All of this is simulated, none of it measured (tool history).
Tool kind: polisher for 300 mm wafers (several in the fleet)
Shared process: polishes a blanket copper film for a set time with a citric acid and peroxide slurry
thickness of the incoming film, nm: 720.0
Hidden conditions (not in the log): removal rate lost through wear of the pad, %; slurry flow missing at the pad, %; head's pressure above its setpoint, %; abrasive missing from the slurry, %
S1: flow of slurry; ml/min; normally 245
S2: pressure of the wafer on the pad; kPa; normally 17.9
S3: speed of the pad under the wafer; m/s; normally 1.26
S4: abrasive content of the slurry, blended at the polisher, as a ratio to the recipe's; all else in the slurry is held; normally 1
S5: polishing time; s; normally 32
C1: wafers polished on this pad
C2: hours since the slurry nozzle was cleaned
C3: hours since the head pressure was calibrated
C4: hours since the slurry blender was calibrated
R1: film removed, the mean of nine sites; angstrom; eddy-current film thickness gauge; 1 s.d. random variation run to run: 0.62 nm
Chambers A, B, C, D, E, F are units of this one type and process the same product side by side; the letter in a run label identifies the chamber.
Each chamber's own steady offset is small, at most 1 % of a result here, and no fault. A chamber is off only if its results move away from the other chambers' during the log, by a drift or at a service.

run   hour   S1    S2    S3  S4  S5    C1     C2      C3     C4      R1
 1C      8  245  17.9  1.26   1  32   693  399.3   898.3  162.6  786.52
      12.5  -- chamber D: worn pad replaced by a new one
 2E   15.4  245  17.9  1.26   1  32   559   85.4  1459.7   90.4  788.14
      15.7  -- chamber C: slurry blender recalibrated
      19.7  -- chamber D: head pressure recalibrated
 3B     20  245  17.9  1.26   1  32   422  272.7   419.2     83  778.57
      26.3  -- chamber E: head pressure recalibrated
 4A   27.3  245  17.9  1.26   1  32   594  270.4   196.6   96.9  781.33
      29.2  -- chamber A: worn pad replaced by a new one
      30.4  -- chamber E: worn pad replaced by a new one
 5D   31.8  245  17.9  1.26   1  32   213    799    12.2  135.1  785.63
      36.2  -- chamber B: worn pad replaced by a new one
 6F   39.1  245  17.9  1.26   1  32   815  182.8   763.8  365.3  781.72
      39.2  -- chamber F: slurry blender recalibrated
      44.4  -- chamber D: slurry blender recalibrated
 7E   45.4  245  17.9  1.26   1  32   165  115.4    19.2  120.4  785.75
 8C   50.1  245  17.9  1.26   1  32  1158  441.4   940.4   34.5  793.26
      51.1  -- chamber F: worn pad replaced by a new one
 9A   56.3  245  17.9  1.26   1  32   299  299.4   225.6  125.9  786.55
10F   61.9  245  17.9  1.26   1  32   119  205.6   786.6   22.7  782.24
      68.9  -- chamber C: worn pad replaced by a new one
11D   69.2  245  17.9  1.26   1  32   625  836.4    49.6   24.9   780.9
12B   79.3  245  17.9  1.26   1  32   475    332   478.5  142.3  783.24
      80.1  -- chamber D: slurry nozzle cleaned
      83.1  -- chamber B: worn pad replaced by a new one
        85  -- chamber A: worn pad replaced by a new one
13A   85.6  245  17.9  1.26   1  32     6  328.7   254.9  155.2   787.7
      89.2  -- chamber E: worn pad replaced by a new one
14F   90.8  245  17.9  1.26   1  32   438  234.5   815.5   51.6  788.38
      97.6  -- chamber C: head pressure recalibrated
15B  100.2  245  17.9  1.26   1  32   188  352.9   499.4  163.2  784.17
16D  108.9  245  17.9  1.26   1  32  1063   28.8    89.3   64.6  786.64
17E  113.7  245  17.9  1.26   1  32   270  183.7    87.5  188.7  777.25
18C  120.1  245  17.9  1.26   1  32   564  511.4    22.5  104.5  886.48
19A  125.7  245  17.9  1.26   1  32   449  368.8     295  195.3  785.47
     126.1  -- chamber B: worn pad replaced by a new one
     126.5  -- chamber D: worn pad replaced by a new one
     134.9  -- chamber A: worn pad replaced by a new one
20E  135.8  245  17.9  1.26   1  32   514  205.8   109.6  210.8  768.64
21D  140.3  245  17.9  1.26   1  32   152   60.2   120.7     96  787.44
22C  148.4  245  17.9  1.26   1  32   877  539.7    50.8  132.8  892.59
     153.2  -- chamber F: worn pad replaced by a new one
     155.4  -- chamber C: slurry blender recalibrated
23B  157.7  245  17.9  1.26   1  32   349  410.4   556.9  220.7  776.99
     157.8  -- chamber E: worn pad replaced by a new one
24F  163.7  245  17.9  0.86   1  26   116  307.4   888.4  124.5  433.57
     167.1  -- chamber F: head pressure recalibrated
25D  168.8  245  17.9  0.86   1  26   466   88.7   149.2  124.5  441.18
26C    174  245  17.9  0.86   1  26  1159  565.3    76.4   18.7  486.09
     177.7  -- chamber B: worn pad replaced by a new one
27E  184.3  245  17.9  0.86   1  26   292  254.3   158.1  259.3  434.98
     186.7  -- chamber C: worn pad replaced by a new one
28F  189.8  245  17.9  0.86   1  26   403  333.5    22.7  150.6  436.87
     194.4  -- chamber A: worn pad replaced by a new one
     194.5  -- chamber C: slurry nozzle cleaned
29B  197.7  245  17.9  0.86   1  26   220  450.4   596.9  260.7  436.11
30A  204.9  245  17.9  1.26   1  32   116    448   374.2  274.5  788.83
31D  210.2  245  17.9  1.26   1  32   923  130.1   190.6  165.9  780.81
32C  215.2  245  17.9  1.26   1  32   314   20.8   117.6   59.9  896.97
     215.8  -- chamber E: worn pad replaced by a new one
       221  -- chamber B: worn pad replaced by a new one
     221.5  -- chamber E: slurry blender recalibrated
33F  221.8  245  17.9  1.26   1  32   756  365.5    54.7  182.6  784.37
34E  231.1  245  15.9  1.48   1  32   169  301.1   204.9    9.7  808.62
35A  236.5  245  15.9  1.48   1  32   464  479.6   405.8  306.1  809.55
36B  245.2  245  15.9  1.48   1  32   267  497.9   644.4  308.2  820.08
37F  252.5  245  15.9  1.48   1  32  1095  396.2    85.4  213.3  816.85

All chambers now run identical settings, listed one chamber a line with results as question marks. What results will each chamber show?
38A  259.9  245  17.9  1.26  0.85  32                   ?
38B  259.9  245  17.9  1.26  0.85  32                   ?
38C  259.9  245  17.9  1.26  0.85  32                   ?
38D  259.9  245  17.9  1.26  0.85  32                   ?
38E  259.9  245  17.9  1.26  0.85  32                   ?
38F  259.9  245  17.9  1.26  0.85  32                   ?

run      R1
38A  750.59
38B  751.23
38C   848.7
38D  762.36
38E  748.31
38F   761.6

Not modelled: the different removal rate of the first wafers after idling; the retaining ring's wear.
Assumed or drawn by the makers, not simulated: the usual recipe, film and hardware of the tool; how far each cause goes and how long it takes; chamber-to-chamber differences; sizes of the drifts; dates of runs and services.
